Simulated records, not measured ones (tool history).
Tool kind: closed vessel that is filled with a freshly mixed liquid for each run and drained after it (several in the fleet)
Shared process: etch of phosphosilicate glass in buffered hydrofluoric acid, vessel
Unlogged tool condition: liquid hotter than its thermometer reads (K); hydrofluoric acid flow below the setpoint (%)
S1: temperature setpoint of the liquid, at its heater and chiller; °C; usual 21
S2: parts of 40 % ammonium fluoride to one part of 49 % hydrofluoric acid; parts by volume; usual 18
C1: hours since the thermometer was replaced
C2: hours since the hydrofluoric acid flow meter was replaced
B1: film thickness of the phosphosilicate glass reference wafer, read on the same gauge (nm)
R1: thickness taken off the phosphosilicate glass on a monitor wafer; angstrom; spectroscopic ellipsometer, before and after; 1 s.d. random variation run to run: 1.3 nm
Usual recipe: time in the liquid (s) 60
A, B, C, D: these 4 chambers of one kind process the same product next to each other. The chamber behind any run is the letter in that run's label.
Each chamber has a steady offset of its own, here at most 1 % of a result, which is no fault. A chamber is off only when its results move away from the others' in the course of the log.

{"day": 0.217, "done": "chamber B: thermometer replaced"}
{"run": "1A", "day": 0.242, "S1": 21, "S2": 18, "time in the liquid (s)": 60, "C1": 1613.2, "C2": 432, "B1": 29.998, "R1": 1714.9}
{"run": "2B", "day": 0.612, "S1": 21, "S2": 18, "time in the liquid (s)": 60, "C1": 9.6, "C2": 149.5, "B1": 29.997, "R1": 1692.4}
{"run": "3D", "day": 0.788, "S1": 21, "S2": 18, "time in the liquid (s)": 60, "C1": 1461.4, "C2": 334.6, "B1": 30.066, "R1": 1738.2}
{"run": "4C", "day": 1.0, "S1": 21, "S2": 18, "time in the liquid (s)": 60, "C1": 121.7, "C2": 1437.2, "B1": 29.981, "R1": 1683.4}
{"run": "5D", "day": 1.367, "S1": 21, "S2": 18, "time in the liquid (s)": 60, "C1": 1475.3, "C2": 348.5, "B1": 29.944, "R1": 1719.6}
{"run": "6C", "day": 1.579, "S1": 17.5, "S2": 18, "time in the liquid (s)": 60, "C1": 135.6, "C2": 1451.1, "B1": 30.022, "R1": 1402.3}
{"run": "7A", "day": 1.858, "S1": 17.5, "S2": 18, "time in the liquid (s)": 60, "C1": 1652, "C2": 470.8, "B1": 29.99, "R1": 1402.9}
{"run": "8B", "day": 2.212, "S1": 17.5, "S2": 18, "time in the liquid (s)": 60, "C1": 48, "C2": 187.9, "B1": 30.053, "R1": 1405.8}
{"run": "9A", "day": 2.521, "S1": 17.5, "S2": 18, "time in the liquid (s)": 60, "C1": 1667.9, "C2": 486.7, "B1": 29.973, "R1": 1414.2}
{"run": "10C", "day": 2.858, "S1": 21, "S2": 18, "time in the liquid (s)": 60, "C1": 166.3, "C2": 1481.8, "B1": 29.992, "R1": 1692.7}
{"run": "11D", "day": 3.1, "S1": 21, "S2": 18, "time in the liquid (s)": 60, "C1": 1516.9, "C2": 390.1, "B1": 29.985, "R1": 1736.7}
{"run": "12B", "day": 3.346, "S1": 21, "S2": 18, "time in the liquid (s)": 60, "C1": 75.2, "C2": 215.1, "B1": 29.96, "R1": 1710.5}
{"run": "13A", "day": 3.508, "S1": 21, "S2": 18, "time in the liquid (s)": 60, "C1": 1691.6, "C2": 510.4, "B1": 30.033, "R1": 1719.5}
{"run": "14C", "day": 3.833, "S1": 21, "S2": 18, "time in the liquid (s)": 60, "C1": 189.7, "C2": 1505.2, "B1": 29.964, "R1": 1704.5}
{"run": "15B", "day": 4.175, "S1": 21, "S2": 18, "time in the liquid (s)": 60, "C1": 95.1, "C2": 235, "B1": 29.951, "R1": 1723.5}
{"run": "16D", "day": 4.488, "S1": 21, "S2": 18, "time in the liquid (s)": 60, "C1": 1550.2, "C2": 423.4, "B1": 29.992, "R1": 1733.3}
{"run": "17A", "day": 4.708, "S1": 21, "S2": 18, "time in the liquid (s)": 60, "C1": 1720.4, "C2": 539.2, "B1": 30.025, "R1": 1725.9}
{"day": 4.792, "done": "chamber A: hydrofluoric acid flow meter replaced"}
{"run": "18C", "day": 4.917, "S1": 21, "S2": 18, "time in the liquid (s)": 60, "C1": 215.7, "C2": 1531.2, "B1": 30.048, "R1": 1686.2}
{"run": "19B", "day": 5.208, "S1": 21, "S2": 18, "time in the liquid (s)": 60, "C1": 119.9, "C2": 259.8, "B1": 29.988, "R1": 1723.6}
{"run": "20D", "day": 5.521, "S1": 21, "S2": 18, "time in the liquid (s)": 60, "C1": 1575, "C2": 448.2, "B1": 30.027, "R1": 1702.6}
{"run": "21A", "day": 5.7, "S1": 21, "S2": 18, "time in the liquid (s)": 60, "C1": 1744.2, "C2": 21.8, "B1": 30.061, "R1": 1733.1}
{"run": "22D", "day": 5.988, "S1": 21, "S2": 18, "time in the liquid (s)": 60, "C1": 1586.2, "C2": 459.4, "B1": 29.984, "R1": 1724.5}
{"run": "23C", "day": 6.338, "S1": 21, "S2": 18, "time in the liquid (s)": 60, "C1": 249.8, "C2": 1565.3, "B1": 29.954, "R1": 1717}
{"run": "24B", "day": 6.567, "S1": 21, "S2": 18, "time in the liquid (s)": 60, "C1": 152.5, "C2": 292.4, "B1": 30.014, "R1": 1708.4}
{"run": "25C", "day": 6.854, "S1": 21, "S2": 18, "time in the liquid (s)": 60, "C1": 262.2, "C2": 1577.7, "B1": 30.002, "R1": 1695.9}
{"day": 7.038, "done": "chamber A: thermometer replaced"}
{"run": "26D", "day": 7.108, "S1": 21, "S2": 18, "time in the liquid (s)": 60, "C1": 1613.1, "C2": 486.3, "B1": 29.946, "R1": 1739.3}
{"run": "27A", "day": 7.462, "S1": 21, "S2": 18, "time in the liquid (s)": 60, "C1": 10.2, "C2": 64.1, "B1": 29.97, "R1": 1706.3}
{"run": "28B", "day": 7.829, "S1": 21, "S2": 18, "time in the liquid (s)": 60, "C1": 182.8, "C2": 322.7, "B1": 29.953, "R1": 1698.3}
{"run": "29A", "day": 8.15, "S1": 21, "S2": 18, "time in the liquid (s)": 60, "C1": 26.7, "C2": 80.6, "B1": 30, "R1": 1727.4}

For the next run the whole fleet of 4 chambers uses the same settings. Give each chamber's results:
{"run": "30A", "day": 8.417, "S1": 21, "S2": 18, "time in the liquid (s)": 60, "R1": "?"}
{"run": "30B", "day": 8.417, "S1": 21, "S2": 18, "time in the liquid (s)": 60, "R1": "?"}
{"run": "30C", "day": 8.417, "S1": 21, "S2": 18, "time in the liquid (s)": 60, "R1": "?"}
{"run": "30D", "day": 8.417, "S1": 21, "S2": 18, "time in the liquid (s)": 60, "R1": "?"}

run=30A R1=1739.4
run=30B R1=1702
run=30C R1=1704
run=30D R1=1749.5
